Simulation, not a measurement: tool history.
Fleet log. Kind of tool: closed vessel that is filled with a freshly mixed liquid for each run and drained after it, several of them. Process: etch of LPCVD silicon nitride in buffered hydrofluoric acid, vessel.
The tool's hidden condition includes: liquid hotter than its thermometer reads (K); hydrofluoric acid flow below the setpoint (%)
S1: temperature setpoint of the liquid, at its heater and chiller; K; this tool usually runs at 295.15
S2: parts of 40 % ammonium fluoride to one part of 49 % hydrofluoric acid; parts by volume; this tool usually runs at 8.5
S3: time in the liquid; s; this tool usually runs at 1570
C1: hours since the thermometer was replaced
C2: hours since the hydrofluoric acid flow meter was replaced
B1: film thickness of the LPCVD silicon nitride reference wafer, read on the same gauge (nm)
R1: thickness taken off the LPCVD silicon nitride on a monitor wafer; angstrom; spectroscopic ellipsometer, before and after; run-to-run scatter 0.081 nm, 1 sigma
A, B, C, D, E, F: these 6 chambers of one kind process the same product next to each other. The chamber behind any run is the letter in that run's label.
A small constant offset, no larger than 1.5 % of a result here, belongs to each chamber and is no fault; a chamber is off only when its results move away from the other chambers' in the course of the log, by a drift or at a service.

| run | hour | S1 | S2 | S3 | C1 | C2 | B1 | R1 |
|---|---|---|---|---|---|---|---|---|
| 1E | 14.7 | 295.15 | 8.5 | 1570 | 298.6 | 162.1 | 99.983 | 214.96 |
| 2C | 28.7 | 295.15 | 8.5 | 1570 | 454.9 | 1266.5 | 99.966 | 215.56 |
|  | 41.2 | chamber F: thermometer replaced |
| 3F | 43.3 | 295.15 | 8.5 | 1570 | 2.1 | 271.6 | 99.971 | 216.69 |
| 4D | 55.5 | 295.15 | 8.5 | 1570 | 482.6 | 2177 | 100 | 213.35 |
| 5A | 68.9 | 295.15 | 8.5 | 1570 | 1647.5 | 278.2 | 99.976 | 213.84 |
| 6B | 80.4 | 295.15 | 10 | 1570 | 1549.8 | 1359.7 | 99.992 | 189.8 |
|  | 85.4 | chamber A: thermometer replaced |
| 7A | 92.7 | 295.15 | 10 | 1570 | 7.4 | 302 | 99.975 | 187.4 |
| 8B | 103.3 | 295.15 | 10 | 1570 | 1572.7 | 1382.6 | 100.03 | 189.73 |
| 9C | 116.2 | 295.15 | 10 | 1570 | 542.4 | 1354 | 100.01 | 187.82 |
| 10E | 123.7 | 295.15 | 10 | 1570 | 407.6 | 271.1 | 99.995 | 188.33 |
| 11F | 138.2 | 295.15 | 10 | 1570 | 97 | 366.5 | 100.01 | 191.03 |
| 12D | 151 | 295.15 | 8.5 | 1570 | 578.1 | 2272.5 | 99.992 | 215.32 |
| 13A | 159.8 | 295.15 | 8.5 | 2365 | 74.5 | 369.1 | 99.991 | 320.74 |
| 14B | 167.6 | 295.15 | 8.5 | 2365 | 1637 | 1446.9 | 100.01 | 323.46 |
| 15E | 178.4 | 295.15 | 8.5 | 2365 | 462.3 | 325.8 | 100 | 322.21 |
| 16F | 191.9 | 295.15 | 8.5 | 2365 | 150.7 | 420.2 | 100.01 | 327.02 |
| 17C | 199.8 | 295.15 | 8.5 | 2365 | 626 | 1437.6 | 100 | 322.37 |
| 18D | 207.2 | 295.15 | 8.5 | 2365 | 634.3 | 2328.7 | 99.989 | 324.92 |
| 19C | 220.8 | 295.15 | 8.5 | 1570 | 647 | 1458.6 | 100.02 | 214.3 |
| 20D | 232.2 | 291.65 | 11.5 | 1570 | 659.3 | 2353.7 | 99.985 | 137.09 |
| 21F | 241.7 | 291.65 | 11.5 | 1570 | 200.5 | 470 | 100.03 | 138.24 |
| 22A | 256.2 | 291.65 | 11.5 | 1570 | 170.9 | 465.5 | 99.948 | 134.67 |
|  | 258.6 | chamber C: hydrofluoric acid flow meter replaced |
| 23B | 268.3 | 291.65 | 11.5 | 1570 | 1737.7 | 1547.6 | 99.972 | 135.62 |
| 24E | 281.4 | 291.65 | 11.5 | 1570 | 565.3 | 428.8 | 100.01 | 134.63 |
|  | 290 | chamber E: hydrofluoric acid flow meter replaced |
|  | 293 | chamber E: thermometer replaced |
| 25F | 294.2 | 291.65 | 11.5 | 1570 | 253 | 522.5 | 99.971 | 136.94 |
| 26C | 301.2 | 295.15 | 8.5 | 1570 | 727.4 | 42.6 | 100.01 | 214.22 |
| 27E | 315.8 | 295.15 | 8.5 | 1570 | 22.8 | 25.9 | 100.02 | 214.27 |
| 28B | 325 | 298.15 | 8.5 | 1570 | 1794.4 | 1604.3 | 100.03 | 253.11 |
| 29D | 333.4 | 298.15 | 8.5 | 1570 | 760.5 | 2454.9 | 99.984 | 259.66 |
| 30A | 348.3 | 298.15 | 8.5 | 1570 | 263 | 557.6 | 100.01 | 250.86 |
| 31F | 356.6 | 298.15 | 8.5 | 1570 | 315.4 | 584.9 | 100.04 | 257.56 |
| 32A | 368.4 | 298.15 | 8.5 | 1570 | 283.1 | 577.7 | 100.01 | 251.75 |
| 33E | 379.2 | 298.15 | 8.5 | 1570 | 86.2 | 89.3 | 100 | 252.39 |
| 34C | 393.5 | 295.15 | 8.5 | 1570 | 819.7 | 134.9 | 99.994 | 212.51 |
| 35D | 401.1 | 295.15 | 8.5 | 1570 | 828.2 | 2522.6 | 99.984 | 225.62 |
| 36B | 414.3 | 295.15 | 8.5 | 1570 | 1883.7 | 1693.6 | 100.01 | 215.83 |
| 37C | 424.3 | 295.15 | 7 | 1570 | 850.5 | 165.7 | 99.979 | 266.13 |
| 38D | 433 | 295.15 | 7 | 1570 | 860.1 | 2554.5 | 99.971 | 276.11 |
| 39A | 439.6 | 295.15 | 7 | 1570 | 354.3 | 648.9 | 99.978 | 264.86 |

What goes on in this fleet: one chamber off, a drifting gauge, or nothing beyond the chambers' own small offsets? Name the chamber and the cause, if any.

It is chamber D that slowly wanders off from its peers.
Likeliest cause: liquid hotter than its thermometer reads (K) = 0.956.
The log may not separate it from: hydrofluoric acid flow above the setpoint (%).

Below are 4 candidate recipes for chamber D's next run, each the usual settings with a change, their results shown as question marks. Which of them brings D's results back in line with what the other chambers give on the usual settings?
In line means no further than this from the other chambers' mean on the usual settings: R1 2.8 angstrom
| 40D-1 | 450.3 | 295.15 | 8.5 | 1645 |  |  |  | ? |
| 40D-2 | 450.3 | 295.15 | 8.5 | 1490 |  |  |  | ? |
| 40D-3 | 450.3 | 295.15 | 8.5 | 1595 |  |  |  | ? |
| 40D-4 | 450.3 | 295.15 | 8.5 | 1540 |  |  |  | ? |

The mean the other chambers reach with the usual settings: R1 215.12 angstrom
| run | R1 |
|---|---|
| 40D-1 | 237.84 |
| 40D-2 | 215.43 |
| 40D-3 | 230.61 |
| 40D-4 | 222.66 |
The right change is 40D-2: it brings the chamber back within the allowed miss of the others.

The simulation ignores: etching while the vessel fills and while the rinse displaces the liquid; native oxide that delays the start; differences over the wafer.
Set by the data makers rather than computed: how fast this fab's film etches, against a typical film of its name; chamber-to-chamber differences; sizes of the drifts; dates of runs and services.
